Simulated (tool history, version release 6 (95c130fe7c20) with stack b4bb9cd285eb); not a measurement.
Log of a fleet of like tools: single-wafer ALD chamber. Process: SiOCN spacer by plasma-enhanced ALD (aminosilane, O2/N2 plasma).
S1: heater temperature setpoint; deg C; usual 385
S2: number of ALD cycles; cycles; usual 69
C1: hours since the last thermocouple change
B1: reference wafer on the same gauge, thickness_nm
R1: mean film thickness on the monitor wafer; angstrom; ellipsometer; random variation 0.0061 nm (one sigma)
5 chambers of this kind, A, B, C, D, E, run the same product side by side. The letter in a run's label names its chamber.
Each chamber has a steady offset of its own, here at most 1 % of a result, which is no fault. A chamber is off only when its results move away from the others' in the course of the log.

run     day   S1  S2      C1      B1      R1
 1A   0.408  385  69  1205.8  3.7407  41.627
 2C   0.692  385  69   648.1  3.7393   41.76
 3B   0.938  385  69  1252.9  3.7402  41.279
 4D   1.288  385  69   933.4  3.7389  41.442
 5E   1.654  385  69   738.5  3.7387  41.722
 6C   1.846  385  69   675.8  3.7367  41.774
 7D   2.079  385  69   952.4  3.7379  41.365
 8A   2.292  385  74    1251  3.7372  44.663
 9B   2.608  385  74    1293   3.735  44.259
10E   2.888  385  74   768.1  3.7354   44.69
11A   3.121  385  74  1270.9  3.7352  44.537
12C   3.467  385  74   714.7  3.7353  44.856
13D    3.75  385  69   992.5  3.7349  41.347
14B   4.033  385  69  1327.2  3.7339    41.2
15E   4.288  372  69   801.7  3.7333  41.704
16D   4.712  372  69  1015.6  3.7322  41.245
17A   4.971  372  69  1315.3   3.731  41.382
18B   5.358  372  69    1359  3.7307  41.208
19C   5.754  372  69   769.6  3.7297  41.804
20E   6.167  385  69   846.8  3.7289   41.66
21E   6.471  385  69   854.1  3.7295  41.671
22B   6.871  385  69  1395.3  3.7287  41.178
23D   7.208  385  69  1075.5  3.7279  41.303
24C   7.492  385  56   811.3  3.7269  33.891
        7.5  -- chamber D: thermocouple changed; heater temperature recalibrated
25A   7.867  385  56  1384.8  3.7249   33.61
26D     8.2  385  56    16.9  3.7287  33.514
27B   8.512  385  56  1434.7  3.7262  33.454
      8.571  -- chamber C: thermocouple changed; heater temperature recalibrated
28E   8.838  385  56   910.9  3.7251  33.727
29C   9.112  385  81      13  3.7248  48.886
30A   9.308  385  81  1419.4  3.7235  48.524
31C   9.592  385  81    24.5  3.7244  48.833
32B    9.85  385  81  1466.8  3.7241   48.36
33D  10.208  385  81    65.1  3.7214  48.513
34E  10.554  385  69   952.1  3.7239  41.553
35A  10.946  385  69  1458.7  3.7217  41.433
36C  11.179  385  69    62.6   3.722  41.664
37B  11.588  385  69  1508.5  3.7218  41.062
38D  11.975  385  69   107.5  3.7191  41.291
39E  12.258  385  69     993  3.7206  41.531
40A  12.471  385  69  1495.3  3.7191  41.248
41B  12.754  398  69  1536.5  3.7189  41.101
42D  13.167  398  69   136.1  3.7173  41.239
43C  13.362  398  69     115  3.7161  41.682

Is one chamber off against the others, does the gauge drift, or is nothing wrong? If a chamber is off, say which, and what the likeliest cause is.

The gauge drifts, so all chambers seem to drift together. No chamber is off.
Cause: gauge reads low (%) = 0.599.
